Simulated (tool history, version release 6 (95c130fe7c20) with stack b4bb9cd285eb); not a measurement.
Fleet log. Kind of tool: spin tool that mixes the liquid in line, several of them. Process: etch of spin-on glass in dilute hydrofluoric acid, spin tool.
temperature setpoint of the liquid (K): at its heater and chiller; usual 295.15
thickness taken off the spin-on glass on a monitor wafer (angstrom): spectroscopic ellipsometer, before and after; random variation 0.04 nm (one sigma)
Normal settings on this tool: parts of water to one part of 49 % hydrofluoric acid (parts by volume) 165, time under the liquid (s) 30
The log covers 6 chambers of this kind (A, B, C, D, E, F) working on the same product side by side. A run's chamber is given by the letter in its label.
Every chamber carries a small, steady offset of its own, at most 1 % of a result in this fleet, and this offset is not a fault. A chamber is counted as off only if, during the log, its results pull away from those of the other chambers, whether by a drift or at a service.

run	hour	temperature setpoint of the liquid (K)	parts of water to one part of 49 % hydrofluoric acid (parts by volume)	time under the liquid (s)	hours since the thermometer was replaced	hours since the hydrofluoric acid flow meter was replaced	read-back film thickness of the spin-on glass reference wafer, read on the same gauge (nm)	thickness taken off the spin-on glass on a monitor wafer (angstrom)
1A	5.0	295.15	165	30	688.5	1493.9	50.009	52.751
2F	10.1	295.15	165	30	494.2	663.9	49.985	52.800
3B	14.0	295.15	165	30	318.5	80.4	49.970	53.543
4C	17.9	295.15	165	30	2049.6	50.2	49.954	53.717
5D	24.6	295.15	165	30	1975.6	1046.8	49.995	52.626
6E	29.6	295.15	165	30	698.0	53.2	50.025	52.843
7E	33.2	295.15	165	30	701.6	56.8	49.994	53.149
8B	38.2	295.15	165	30	342.7	104.6	49.991	53.766
# hour 43.6: chamber A: hydrofluoric acid flow meter replaced
9F	45.5	295.15	165	30	529.6	699.3	49.967	52.782
10C	49.8	295.15	165	30	2081.5	82.1	49.950	52.864
11D	57.3	295.15	165	30	2008.3	1079.5	50.038	52.604
12A	64.3	295.15	165	30	747.8	20.8	49.998	53.045
13E	68.7	295.15	165	30	737.1	92.3	49.953	53.284
14D	73.8	295.15	165	30	2024.8	1096.0	49.995	52.136
15A	78.9	295.15	165	30	762.4	35.4	49.991	52.926
16C	84.6	295.15	165	30	2116.3	116.9	49.998	53.487
17B	90.0	295.15	165	30	394.5	156.4	50.011	52.800
18F	95.1	295.15	165	30	579.2	748.9	50.005	52.873
19C	101.9	295.15	165	30	2133.6	134.2	50.006	52.619
20A	106.7	295.15	165	30	790.2	63.2	49.965	52.842
21E	114.1	295.15	165	30	782.5	137.7	49.979	52.335
22F	117.6	295.15	165	30	601.7	771.4	50.009	52.273
23B	122.2	295.15	165	30	426.7	188.6	50.004	53.353
24D	128.9	295.15	165	30	2079.9	1151.1	50.021	52.941
25F	133.5	295.15	165	30	617.6	787.3	49.977	53.509
26B	138.4	295.15	165	30	442.9	204.8	50.007	53.799
27C	145.0	295.15	165	30	2176.7	177.3	50.048	53.852
28E	148.8	295.15	165	30	817.2	172.4	49.987	50.812
29D	154.7	295.15	165	30	2105.7	1176.9	50.011	53.291
30A	161.4	295.15	165	30	844.9	117.9	49.995	52.350
31A	168.5	295.15	165	30	852.0	125.0	50.079	52.102
32C	175.7	295.15	165	30	2207.4	208.0	50.007	53.580
33B	182.2	295.15	165	30	486.7	248.6	50.041	54.168
34F	186.8	291.15	165	30	670.9	840.6	50.024	44.892
35D	190.3	291.15	165	30	2141.3	1212.5	49.991	45.444
# hour 195.4: chamber D: thermometer replaced
36E	197.7	291.15	165	30	866.1	221.3	49.966	41.770
37C	203.1	291.15	165	30	2234.8	235.4	50.033	45.863
38D	207.4	291.15	165	30	12.0	1229.6	49.965	45.417
39E	212.4	291.15	165	30	880.8	236.0	50.016	41.444
40F	219.9	295.15	165	30	704.0	873.7	49.995	53.381
41B	224.3	295.15	165	25	528.8	290.7	49.967	43.840

All 6 chambers run these settings next. Forecast each chamber's results:
42A	230.0	295.15	165	30				?
42B	230.0	295.15	165	30				?
42C	230.0	295.15	165	30				?
42D	230.0	295.15	165	30				?
42E	230.0	295.15	165	30				?
42F	230.0	295.15	165	30				?

run	thickness taken off the spin-on glass on a monitor wafer (angstrom)
42A	53.425
42B	53.165
42C	53.770
42D	52.607
42E	47.879
42F	52.639
